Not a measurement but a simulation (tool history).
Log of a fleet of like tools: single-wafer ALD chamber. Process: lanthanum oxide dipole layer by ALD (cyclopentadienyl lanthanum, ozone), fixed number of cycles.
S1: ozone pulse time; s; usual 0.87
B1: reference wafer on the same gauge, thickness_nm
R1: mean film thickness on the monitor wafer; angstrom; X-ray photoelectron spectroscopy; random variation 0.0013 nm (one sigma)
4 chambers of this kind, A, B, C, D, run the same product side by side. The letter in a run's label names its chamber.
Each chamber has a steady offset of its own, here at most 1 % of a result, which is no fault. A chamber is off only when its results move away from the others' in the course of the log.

run   hour    S1       B1      R1
 1B     11  0.87   0.4421  4.7915
 2A   23.9  0.87  0.44245  4.7856
 3C     39  0.87  0.44221  4.7763
 4D   48.8  0.87  0.44193  4.7848
 5D   57.8  0.65    0.442  4.2204
 6A   67.8  0.65  0.44205  4.2196
      75.4  -- chamber A: thermocouple changed; heater temperature recalibrated
 7C   76.2  0.65  0.44201  4.1976
 8B   87.2  0.65  0.44191  4.2229
 9D   99.2  0.87  0.44199   4.765
10B  109.1  0.65  0.44213  4.2328
11C  121.4  0.65  0.44217  4.1842
12A    137  0.65   0.4421  4.2259
13B  150.7  0.65  0.44181  4.2165
14A  164.5  1.05  0.44213  5.0877
15C  171.7  1.05  0.44231   5.094
16D    185  1.05  0.44175  5.0676
17B  197.3  1.05  0.44199  5.0992
18C  207.8  1.17  0.44209  5.2348
19A  216.1  1.17  0.44231  5.2536
20D  230.4  1.17  0.44207  5.2369
     235.9  -- chamber D: thermocouple changed; heater temperature recalibrated
21A  245.4  1.17  0.44198  5.2521
22B  258.3  0.87  0.44228  4.7912
23D  274.9  0.87  0.44221  4.7168
24C  285.2  1.05  0.44206  5.0963
25D  292.9  1.05  0.44228  5.0076
26A  307.1  1.05  0.44228  5.1023
27B  322.1  1.05  0.44224  5.1328
28C    332  0.87  0.44188  4.7632
29D  344.7  0.87  0.44209  4.7122
30C  353.6  0.87  0.44183  4.7617
31A  368.1  0.87  0.44201  4.8137
32B  378.6  0.87  0.44183  4.7851

Next, every chamber runs the same settings. What will each give?
33A  390.5  0.87       ?
33B  390.5  0.87       ?
33C  390.5  0.87       ?
33D  390.5  0.87       ?

run      R1
33A  4.8106
33B  4.7763
33C  4.7687
33D  4.6472

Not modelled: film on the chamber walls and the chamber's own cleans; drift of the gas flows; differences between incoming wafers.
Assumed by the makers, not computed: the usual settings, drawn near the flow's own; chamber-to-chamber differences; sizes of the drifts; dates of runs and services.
